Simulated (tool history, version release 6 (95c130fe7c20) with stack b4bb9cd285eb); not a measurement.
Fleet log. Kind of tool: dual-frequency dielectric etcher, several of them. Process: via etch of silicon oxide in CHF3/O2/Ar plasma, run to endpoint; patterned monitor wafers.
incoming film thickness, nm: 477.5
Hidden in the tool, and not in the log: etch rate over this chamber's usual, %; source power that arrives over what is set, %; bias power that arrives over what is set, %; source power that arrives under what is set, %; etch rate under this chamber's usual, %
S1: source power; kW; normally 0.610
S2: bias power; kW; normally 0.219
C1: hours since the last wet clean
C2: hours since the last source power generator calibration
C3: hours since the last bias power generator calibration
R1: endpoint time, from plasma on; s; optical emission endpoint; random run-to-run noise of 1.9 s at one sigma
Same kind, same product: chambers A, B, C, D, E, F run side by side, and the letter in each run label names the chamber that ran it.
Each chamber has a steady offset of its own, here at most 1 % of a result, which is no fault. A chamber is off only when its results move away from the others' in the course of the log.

run 1A hour=4.4 | S1=0.610 S2=0.219 | C1=46.7 C2=1905.0 C3=977.4 | R1=218.94
-- hour=10.3 chamber E: wet clean of the chamber
run 2C hour=10.7 | S1=0.610 S2=0.219 | C1=131.7 C2=411.0 C3=561.4 | R1=223.19
run 3F hour=18.2 | S1=0.610 S2=0.219 | C1=639.8 C2=1621.8 C3=240.2 | R1=226.83
run 4E hour=22.0 | S1=0.610 S2=0.219 | C1=11.8 C2=938.0 C3=1512.4 | R1=224.42
run 5D hour=29.3 | S1=0.610 S2=0.219 | C1=102.8 C2=2599.7 C3=1366.5 | R1=227.44
run 6B hour=35.9 | S1=0.610 S2=0.219 | C1=272.0 C2=1442.2 C3=2830.9 | R1=224.01
run 7B hour=42.7 | S1=0.610 S2=0.219 | C1=278.8 C2=1449.0 C3=2837.7 | R1=223.84
run 8D hour=48.6 | S1=0.700 S2=0.182 | C1=122.1 C2=2619.0 C3=1385.8 | R1=229.95
run 9C hour=52.1 | S1=0.700 S2=0.182 | C1=173.1 C2=452.4 C3=602.8 | R1=223.96
run 10E hour=58.0 | S1=0.700 S2=0.182 | C1=47.8 C2=974.0 C3=1548.4 | R1=232.50
run 11F hour=63.7 | S1=0.700 S2=0.182 | C1=685.3 C2=1667.3 C3=285.7 | R1=227.92
run 12A hour=67.9 | S1=0.700 S2=0.182 | C1=110.2 C2=1968.5 C3=1040.9 | R1=225.37
run 13E hour=74.5 | S1=0.700 S2=0.182 | C1=64.3 C2=990.5 C3=1564.9 | R1=229.09
-- hour=74.8 chamber F: wet clean of the chamber
run 14C hour=80.4 | S1=0.610 S2=0.198 | C1=201.4 C2=480.7 C3=631.1 | R1=237.29
run 15A hour=85.5 | S1=0.610 S2=0.198 | C1=127.8 C2=1986.1 C3=1058.5 | R1=228.31
run 16D hour=92.6 | S1=0.610 S2=0.198 | C1=166.1 C2=2663.0 C3=1429.8 | R1=230.46
run 17B hour=98.8 | S1=0.610 S2=0.198 | C1=334.9 C2=1505.1 C3=2893.8 | R1=230.34
run 18F hour=105.9 | S1=0.610 S2=0.198 | C1=31.1 C2=1709.5 C3=327.9 | R1=230.20
run 19F hour=109.5 | S1=0.610 S2=0.198 | C1=34.7 C2=1713.1 C3=331.5 | R1=229.29
run 20C hour=115.1 | S1=0.610 S2=0.219 | C1=236.1 C2=515.4 C3=665.8 | R1=229.44
run 21B hour=119.8 | S1=0.610 S2=0.219 | C1=355.9 C2=1526.1 C3=2914.8 | R1=219.03
run 22D hour=127.0 | S1=0.610 S2=0.219 | C1=200.5 C2=2697.4 C3=1464.2 | R1=223.69
run 23A hour=131.1 | S1=0.610 S2=0.219 | C1=173.4 C2=2031.7 C3=1104.1 | R1=218.92
run 24E hour=137.2 | S1=0.610 S2=0.219 | C1=127.0 C2=1053.2 C3=1627.6 | R1=224.09
run 25C hour=144.9 | S1=0.610 S2=0.219 | C1=265.9 C2=545.2 C3=695.6 | R1=231.97
run 26E hour=150.2 | S1=0.610 S2=0.219 | C1=140.0 C2=1066.2 C3=1640.6 | R1=221.85
run 27F hour=157.4 | S1=0.610 S2=0.219 | C1=82.6 C2=1761.0 C3=379.4 | R1=222.03
run 28D hour=161.2 | S1=0.610 S2=0.219 | C1=234.7 C2=2731.6 C3=1498.4 | R1=221.84
-- hour=162.8 chamber B: wet clean of the chamber
run 29B hour=165.2 | S1=0.610 S2=0.219 | C1=2.4 C2=1571.5 C3=2960.2 | R1=218.83
run 30A hour=172.7 | S1=0.610 S2=0.219 | C1=215.0 C2=2073.3 C3=1145.7 | R1=220.64
run 31C hour=177.1 | S1=0.610 S2=0.219 | C1=298.1 C2=577.4 C3=727.8 | R1=232.46
run 32B hour=184.4 | S1=0.510 S2=0.189 | C1=21.6 C2=1590.7 C3=2979.4 | R1=251.68
run 33F hour=190.7 | S1=0.510 S2=0.189 | C1=115.9 C2=1794.3 C3=412.7 | R1=250.43
run 34D hour=197.9 | S1=0.510 S2=0.189 | C1=271.4 C2=2768.3 C3=1535.1 | R1=249.93
run 35A hour=203.4 | S1=0.510 S2=0.189 | C1=245.7 C2=2104.0 C3=1176.4 | R1=249.56
run 36E hour=207.9 | S1=0.510 S2=0.189 | C1=197.7 C2=1123.9 C3=1698.3 | R1=255.49

What goes on in this fleet: one chamber off, a drifting gauge, or nothing beyond the chambers' own small offsets? Name the chamber and the cause, if any.

Little by little, chamber C moves away from the other chambers.
Most likely cause: etch rate under this chamber's usual, % = 4.9.

Chamber C could run next with any of the 4 candidate recipes listed below; each alters the usual settings, and their results appear as question marks. Which one brings its results back in line with what the other chambers deliver on the usual settings?
In line here means within this much of the mean the other chambers give on the usual settings: R1 6.80 s
run 37C-1 hour=213.7 | S1=0.530 S2=0.219 | R1=?
run 37C-2 hour=213.7 | S1=0.520 S2=0.189 | R1=?
run 37C-3 hour=213.7 | S1=0.700 S2=0.249 | R1=?
run 37C-4 hour=213.7 | S1=0.650 S2=0.233 | R1=?

Usual-settings mean across the other chambers: R1 224.22 s
run=37C-1 R1=249.43
run=37C-2 R1=264.21
run=37C-3 R1=214.72
run=37C-4 R1=225.97
The right change is 37C-4: it brings the chamber back within the allowed miss of the others.
